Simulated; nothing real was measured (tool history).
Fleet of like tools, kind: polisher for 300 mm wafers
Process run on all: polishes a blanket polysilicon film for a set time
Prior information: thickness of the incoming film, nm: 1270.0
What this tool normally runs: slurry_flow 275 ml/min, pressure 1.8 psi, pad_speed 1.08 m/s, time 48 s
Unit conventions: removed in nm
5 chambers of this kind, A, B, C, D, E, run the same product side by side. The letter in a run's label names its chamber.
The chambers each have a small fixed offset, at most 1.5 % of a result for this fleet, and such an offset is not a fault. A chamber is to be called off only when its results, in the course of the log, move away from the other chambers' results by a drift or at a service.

run	hour	slurry_flow	pressure	pad_speed	time	wafers polished on this pad	hours since the slurry nozzle was cleaned	hours since the head pressure was calibrated	removed
1B	3.4	275	1.8	1.08	48	297	96.2	167.6	254.5
2D	10.8	275	1.8	1.08	48	219	268.4	1374.3	254.64
3E	17.2	275	1.8	1.08	48	215	193.9	929.6	253.54
4A	24.4	275	1.8	1.08	48	502	158.9	147	257.68
# hour 29.5: chamber B: worn pad replaced by a new one
5C	29.8	275	1.3	1.08	48	806	705.3	135.8	182.3
6A	33.3	275	1.3	1.08	48	573	167.8	155.9	185.41
# hour 34.1: chamber A: worn pad replaced by a new one
# hour 35.8: chamber C: worn pad replaced by a new one
7D	41	275	1.3	1.08	48	460	298.6	1404.5	184.37
8B	44.4	275	1.3	1.08	48	119	137.2	208.6	182.49
9E	48.5	275	1.3	1.08	48	464	225.2	960.9	187.05
# hour 50.7: chamber C: slurry nozzle cleaned
10C	54	275	1.8	1.08	48	145	3.4	160	255.48
11D	57.5	275	1.8	1.08	48	592	315.1	1421	253.22
12C	62.8	275	1.8	1.08	48	215	12.2	168.8	249.97
# hour 64: chamber A: slurry nozzle cleaned
13E	68.1	275	2.3	1.08	48	620	244.8	980.5	323.17
# hour 68.9: chamber E: head pressure recalibrated
14A	73.8	275	2.3	1.08	48	316	9.8	196.4	323.87
# hour 76.3: chamber E: slurry nozzle cleaned
15B	77.7	275	2.3	1.08	48	384	170.5	241.9	322.53
16A	83.5	275	2.3	1.08	48	394	19.5	206.1	330.64
17C	88.9	275	2.3	1.08	48	423	38.3	194.9	321.45
# hour 93.6: chamber B: worn pad replaced by a new one
18D	94.2	275	1.8	1.08	48	884	351.8	1457.7	254.57
19B	98.2	275	1.8	1.08	48	37	191	262.4	256.43
20E	101.5	275	1.8	1.08	48	887	25.3	32.7	253.93
21A	105.5	275	1.8	1.08	48	569	41.5	228.1	251.71
# hour 107.6: chamber A: worn pad replaced by a new one
22D	111	275	1.8	1.08	48	1018	368.6	1474.5	253.12
23B	116.7	275	1.8	1.08	48	184	209.5	280.9	256.64
# hour 123.5: chamber E: worn pad replaced by a new one
24C	123.6	275	1.8	1.08	48	700	73	229.6	253.99
25E	130.9	275	1.8	1.08	48	59	54.7	62.1	251.63
26E	135.3	275	1.8	1.08	48	94	59.1	66.5	255.33
# hour 136.2: chamber C: worn pad replaced by a new one
27A	140.9	275	1.8	1.08	48	265	76.9	263.5	256.17
28B	146.3	275	1.8	1.08	48	420	239.1	310.5	255.57
29D	151.9	275	1.8	1.08	48	1344	409.5	1515.4	255.56
30C	155.8	305	1.8	1.08	54	156	105.2	261.8	287.24
# hour 161.8: chamber B: worn pad replaced by a new one
31B	162.8	305	1.8	1.08	54	8	255.6	327	290.71
32A	168.7	305	1.8	1.08	54	487	104.7	291.3	292.2
33C	176.4	305	1.8	1.08	54	320	125.8	282.4	287.19
34D	180.1	305	1.8	1.08	54	1569	437.7	1543.6	288.18

Next, every chamber runs the same settings. What will each give?
35A	185.7	275	1.8	1.08	56				?
35B	185.7	275	1.8	1.08	56				?
35C	185.7	275	1.8	1.08	56				?
35D	185.7	275	1.8	1.08	56				?
35E	185.7	275	1.8	1.08	56				?

run	removed
35A	300.7
35B	298.88
35C	296.77
35D	293.45
35E	298.89
